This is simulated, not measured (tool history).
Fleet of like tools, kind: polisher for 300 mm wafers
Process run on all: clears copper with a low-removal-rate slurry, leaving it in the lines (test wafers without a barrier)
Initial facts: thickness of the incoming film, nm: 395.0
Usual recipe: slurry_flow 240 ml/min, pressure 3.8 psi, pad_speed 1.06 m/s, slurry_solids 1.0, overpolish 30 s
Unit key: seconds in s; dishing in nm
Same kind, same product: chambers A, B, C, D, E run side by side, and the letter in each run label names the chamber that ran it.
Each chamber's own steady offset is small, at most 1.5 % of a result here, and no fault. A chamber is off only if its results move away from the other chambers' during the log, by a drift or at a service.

run   hour  slurry_flow  pressure  pad_speed  slurry_solids  overpolish  seconds  dishing
       2.2  -- chamber B: worn pad replaced by a new one
       5.2  -- chamber D: worn pad replaced by a new one
 1B    6.6          240       3.8       1.06            1.0          30   102.69   40.701
       8.8  -- chamber E: slurry nozzle cleaned
 2A   17.6          240       3.8       1.06            1.0          30   105.87   40.733
 3C   24.8          240       3.8       1.06            1.0          30   104.94   40.777
      25.3  -- chamber A: worn pad replaced by a new one
 4E   33.9          240       3.8       1.06            1.0          30   107.90   40.951
      36.5  -- chamber C: slurry blender recalibrated
      39.3  -- chamber A: slurry nozzle cleaned
 5D   42.5          240       3.8       1.06            1.0          30   109.76   41.488
      43.1  -- chamber D: slurry nozzle cleaned
      46.0  -- chamber D: slurry blender recalibrated
 6C   53.0          240       3.8       1.06            1.0          30   101.61   41.388
      59.7  -- chamber E: worn pad replaced by a new one
 7B   62.4          240       3.8       1.06            1.0          30   102.95   40.601
 8D   70.3          240       3.8       0.78            1.0          30   141.37   35.078
 9E   80.4          240       3.8       0.78            1.0          30   144.55   35.606
      82.4  -- chamber D: head pressure recalibrated
10A   88.1          240       3.8       0.78            1.0          30   143.67   36.056
11C   97.9          240       3.8       0.78            1.0          30   137.33   36.186
12B  103.3          240       3.8       0.78            1.0          30   144.09   35.827
13E  108.6          240       3.8       1.06            0.9          19   108.93   32.754
14D  118.4          240       3.8       1.06            0.9          19   109.32   33.559
     119.9  -- chamber B: worn pad replaced by a new one
     123.5  -- chamber C: worn pad replaced by a new one
     124.8  -- chamber E: worn pad replaced by a new one
15A  125.0          240       3.8       1.06            0.9          19   105.87   32.933
     126.3  -- chamber C: slurry nozzle cleaned
     128.4  -- chamber E: head pressure recalibrated
     129.9  -- chamber A: worn pad replaced by a new one
16A  134.5          240       3.8       1.06            0.9          19   111.53   32.619
17B  144.4          240       3.8       1.06            0.9          19   106.53   33.509
18D  153.1          240       3.8       1.06            1.0          30   107.45   41.420
19C  162.3          240       3.8       1.06            1.0          30   103.88   40.970
20E  174.0          240       3.2       1.06            1.0          30   128.19   37.606
     176.3  -- chamber D: worn pad replaced by a new one
21C  180.1          240       3.2       1.06            1.0          30   127.75   37.252
22E  191.7          240       3.2       1.06            1.0          30   127.31   37.453
23A  199.5          240       3.2       1.06            1.0          30   131.71   36.939
     202.3  -- chamber E: worn pad replaced by a new one
24D  207.1          240       3.2       1.06            1.0          30   122.41   38.228
25B  214.9          240       3.8       1.06            1.0          30   104.27   40.156
26D  221.5          240       3.8       1.06            1.0          30   106.64   41.785
     223.7  -- chamber B: head pressure recalibrated
     226.9  -- chamber A: worn pad replaced by a new one
27C  227.3          240       3.8       1.06            1.0          30   103.94   40.717
28E  236.8          240       3.8       1.06            1.0          30   103.89   40.010
     245.4  -- chamber B: worn pad replaced by a new one
29B  247.5          240       3.8       1.06            1.2          30   101.37   40.677
30A  258.9          240       3.8       1.06            1.2          30   108.28   39.990

What goes on in this fleet: one chamber off, a drifting gauge, or nothing beyond the chambers' own small offsets? Name the chamber and the cause, if any.

Little by little, chamber A moves away from the other chambers.
Likeliest cause: abrasive missing from the slurry, % = 34.7.
With only this log, it may be confused with: slurry flow missing at the pad, %; head's pressure below its setpoint, %.

Which of the 4 candidates below, each the usual settings with something changed and its results left as question marks, puts chamber A back in line with what the other chambers give on the usual settings?
In line here means within this much of the mean the other chambers give on the usual settings: seconds 5.50 s; dishing 1.400 nm
31A-1  267.6          245       4.1       1.16            1.0          31        ?        ?
31A-2  267.6          235       3.5       0.96            1.0          29        ?        ?
31A-3  267.6          240       3.6       1.02            1.0          30        ?        ?
31A-4  267.6          240       4.0       1.10            1.0          30        ?        ?

On the usual settings, the other chambers give on average: seconds 105.49 s; dishing 40.760 nm
  run  seconds  dishing
31A-1    97.87   42.117
31A-2   138.96   35.574
31A-3   126.94   37.634
31A-4   105.97   40.555
31A-4 is the one that brings the chamber's results back in line with the other chambers.
